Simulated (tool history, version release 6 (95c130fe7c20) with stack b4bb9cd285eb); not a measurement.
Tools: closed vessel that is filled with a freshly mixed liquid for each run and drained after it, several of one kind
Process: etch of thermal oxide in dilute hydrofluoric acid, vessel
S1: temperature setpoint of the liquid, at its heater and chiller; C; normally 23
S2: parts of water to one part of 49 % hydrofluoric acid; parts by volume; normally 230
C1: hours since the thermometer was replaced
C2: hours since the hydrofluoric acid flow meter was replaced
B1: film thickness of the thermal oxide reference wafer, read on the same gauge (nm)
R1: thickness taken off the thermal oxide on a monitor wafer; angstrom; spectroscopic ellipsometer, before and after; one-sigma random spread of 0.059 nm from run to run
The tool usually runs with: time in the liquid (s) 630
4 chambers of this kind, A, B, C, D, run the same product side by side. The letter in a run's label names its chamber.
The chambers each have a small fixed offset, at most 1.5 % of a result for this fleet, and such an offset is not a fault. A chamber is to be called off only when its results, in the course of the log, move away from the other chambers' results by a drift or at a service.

run 1C day=0.246 | S1=23 S2=230 time_in_the_liquid_(s)=630 | C1=855.5 C2=517.6 | B1=110.05 | R1=111.890
run 2B day=0.458 | S1=23 S2=230 time_in_the_liquid_(s)=630 | C1=1267.4 C2=1563.0 | B1=110.00 | R1=112.030
run 3D day=0.792 | S1=23 S2=230 time_in_the_liquid_(s)=630 | C1=1566.1 C2=347.8 | B1=110.04 | R1=113.300
run 4A day=1.050 | S1=23 S2=230 time_in_the_liquid_(s)=630 | C1=113.2 C2=349.3 | B1=110.00 | R1=113.470
run 5A day=1.300 | S1=23 S2=230 time_in_the_liquid_(s)=630 | C1=119.2 C2=355.3 | B1=109.96 | R1=113.230
run 6D day=1.588 | S1=23 S2=320 time_in_the_liquid_(s)=300 | C1=1585.2 C2=366.9 | B1=110.01 | R1=35.628
run 7B day=1.929 | S1=23 S2=320 time_in_the_liquid_(s)=300 | C1=1302.7 C2=1598.3 | B1=109.96 | R1=35.025
run 8C day=2.108 | S1=23 S2=320 time_in_the_liquid_(s)=300 | C1=900.2 C2=562.3 | B1=110.02 | R1=35.536
run 9D day=2.408 | S1=23 S2=320 time_in_the_liquid_(s)=300 | C1=1604.9 C2=386.6 | B1=109.98 | R1=35.944
run 10C day=2.688 | S1=23 S2=230 time_in_the_liquid_(s)=630 | C1=914.1 C2=576.2 | B1=109.96 | R1=112.880
run 11B day=2.888 | S1=23 S2=230 time_in_the_liquid_(s)=630 | C1=1325.7 C2=1621.3 | B1=110.01 | R1=111.160
run 12A day=3.058 | S1=23 S2=230 time_in_the_liquid_(s)=630 | C1=161.4 C2=397.5 | B1=110.04 | R1=114.860
run 13A day=3.254 | S1=23 S2=230 time_in_the_liquid_(s)=630 | C1=166.1 C2=402.2 | B1=110.00 | R1=113.540
run 14D day=3.438 | S1=23 S2=230 time_in_the_liquid_(s)=630 | C1=1629.6 C2=411.3 | B1=109.98 | R1=113.940
run 15B day=3.783 | S1=23 S2=165 time_in_the_liquid_(s)=630 | C1=1347.2 C2=1642.8 | B1=110.00 | R1=166.970
run 16C day=3.988 | S1=23 S2=165 time_in_the_liquid_(s)=630 | C1=945.3 C2=607.4 | B1=109.99 | R1=170.520
run 17C day=4.242 | S1=23 S2=165 time_in_the_liquid_(s)=630 | C1=951.4 C2=613.5 | B1=110.02 | R1=169.720
run 18A day=4.554 | S1=23 S2=165 time_in_the_liquid_(s)=630 | C1=197.3 C2=433.4 | B1=110.01 | R1=169.550
run 19D day=4.729 | S1=18 S2=230 time_in_the_liquid_(s)=835 | C1=1660.6 C2=442.3 | B1=110.05 | R1=124.190
run 20B day=5.083 | S1=18 S2=230 time_in_the_liquid_(s)=835 | C1=1378.4 C2=1674.0 | B1=110.01 | R1=122.520
run 21B day=5.262 | S1=18 S2=230 time_in_the_liquid_(s)=835 | C1=1382.7 C2=1678.3 | B1=110.00 | R1=123.620
run 22A day=5.512 | S1=18 S2=230 time_in_the_liquid_(s)=835 | C1=220.3 C2=456.4 | B1=110.01 | R1=123.830
run 23D day=5.725 | S1=23 S2=230 time_in_the_liquid_(s)=630 | C1=1684.5 C2=466.2 | B1=110.04 | R1=114.340
run 24C day=5.896 | S1=23 S2=230 time_in_the_liquid_(s)=630 | C1=991.1 C2=653.2 | B1=110.00 | R1=112.850

Read the log: is a single chamber off, either drifting away or since a service, is the gauge that measures every chamber drifting, or is nothing wrong beyond small per-chamber offsets? Name any odd chamber and what most likely caused it.

All chambers stay in line apart from their small fixed offsets, and the gauge does not drift.

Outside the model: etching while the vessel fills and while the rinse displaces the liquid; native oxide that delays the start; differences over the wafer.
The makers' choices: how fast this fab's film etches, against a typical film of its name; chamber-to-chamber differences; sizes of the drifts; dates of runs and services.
